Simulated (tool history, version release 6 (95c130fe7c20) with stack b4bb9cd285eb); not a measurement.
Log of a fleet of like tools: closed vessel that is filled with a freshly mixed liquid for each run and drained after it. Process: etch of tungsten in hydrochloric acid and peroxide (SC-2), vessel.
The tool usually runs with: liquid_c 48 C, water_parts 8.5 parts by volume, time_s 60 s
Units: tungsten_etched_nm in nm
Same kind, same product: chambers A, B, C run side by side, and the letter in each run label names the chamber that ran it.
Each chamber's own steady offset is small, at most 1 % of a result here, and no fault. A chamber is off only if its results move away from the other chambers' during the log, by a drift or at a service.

| run | hour | liquid_c | water_parts | time_s | read-back film thickness of the tungsten reference wafer, read on the same gauge (nm) | tungsten_etched_nm |
|---|---|---|---|---|---|---|
| 1B | 10.7 | 48 | 8.5 | 60 | 49.935 | 15.618 |
| 2A | 25.4 | 48 | 8.5 | 60 | 50.027 | 15.625 |
| 3C | 34 | 48 | 8.5 | 60 | 50.008 | 15.828 |
| 4B | 43.7 | 48 | 8.5 | 60 | 49.989 | 15.737 |
| 5A | 55.4 | 48 | 8.5 | 60 | 49.979 | 15.673 |
| 6C | 69.1 | 48 | 8.5 | 60 | 49.986 | 15.65 |
| 7A | 76.7 | 48 | 11.5 | 35 | 49.96 | 7.012 |
| 8B | 86.3 | 48 | 11.5 | 35 | 49.991 | 7.1641 |
| 9C | 96.8 | 48 | 11.5 | 35 | 50.016 | 7.0801 |
| 10C | 105.6 | 48 | 8.5 | 60 | 49.997 | 15.506 |
| 11A | 120.2 | 48 | 8.5 | 60 | 50.004 | 15.552 |
| 12B | 133.6 | 48 | 8.5 | 60 | 49.983 | 15.701 |
|  | 133.7 | chamber C: thermometer replaced |
| 13B | 142.2 | 41.5 | 9.5 | 60 | 49.975 | 9.1383 |
|  | 149.2 | chamber C: chemicals flow meter replaced |
| 14A | 150.2 | 41.5 | 9.5 | 60 | 49.978 | 8.8504 |
| 15C | 157.4 | 41.5 | 9.5 | 60 | 50.019 | 9.0967 |
| 16A | 168.3 | 48 | 8.5 | 60 | 50.022 | 15.243 |
| 17C | 182.2 | 48 | 8.5 | 60 | 50.016 | 15.617 |
| 18B | 196.6 | 53 | 5.5 | 60 | 50.026 | 30.337 |
| 19B | 208.2 | 53 | 5.5 | 60 | 49.988 | 30.626 |
| 20C | 221.9 | 53 | 5.5 | 60 | 50.051 | 30.733 |
| 21A | 233.2 | 41 | 5 | 60 | 50.018 | 13.853 |
| 22B | 246.1 | 41 | 5 | 60 | 49.961 | 14.338 |
| 23C | 255.2 | 41 | 5 | 60 | 50.004 | 14.521 |
| 24A | 265.2 | 48 | 8.5 | 60 | 50.014 | 14.877 |
| 25B | 274.2 | 48 | 8.5 | 60 | 49.968 | 15.711 |
| 26A | 280.7 | 48 | 8.5 | 60 | 50.004 | 14.753 |
| 27C | 293.8 | 48 | 8.5 | 60 | 50.001 | 15.849 |
| 28C | 305.5 | 48 | 8.5 | 60 | 50.025 | 15.577 |
| 29B | 319.7 | 48 | 8.5 | 60 | 49.968 | 15.672 |

Which is it: a chamber that has drifted or been left off by a service, a gauge drift common to all chambers, or only each chamber's usual small offset? If a chamber is off, name it and its likeliest cause.

Little by little, chamber A moves away from the other chambers.
Cause: liquid colder than its thermometer reads (K) = 1.06.
The log may not tell that from: chemicals flow below the setpoint (%); peroxide weaker than its label (%).

Which of the 4 candidates below, each the usual settings with something changed and its results left as question marks, puts chamber A back in line with what the other chambers give on the usual settings?
To be in line, a result may differ from the other chambers' mean on the usual settings by at most: tungsten_etched_nm 0.28 nm
| 30A-1 | 330.4 | 48 | 7.5 | 60 |  | ? |
| 30A-2 | 330.4 | 49 | 8.5 | 60 |  | ? |
| 30A-3 | 330.4 | 46.5 | 8.5 | 60 |  | ? |
| 30A-4 | 330.4 | 47 | 8.5 | 60 |  | ? |

Average result of the remaining chambers running the usual settings: tungsten_etched_nm 15.668 nm
| run | tungsten_etched_nm |
|---|---|
| 30A-1 | 16.171 |
| 30A-2 | 15.653 |
| 30A-3 | 13.177 |
| 30A-4 | 13.636 |
Change 30A-2 lands the chamber within the allowed miss of the other chambers.

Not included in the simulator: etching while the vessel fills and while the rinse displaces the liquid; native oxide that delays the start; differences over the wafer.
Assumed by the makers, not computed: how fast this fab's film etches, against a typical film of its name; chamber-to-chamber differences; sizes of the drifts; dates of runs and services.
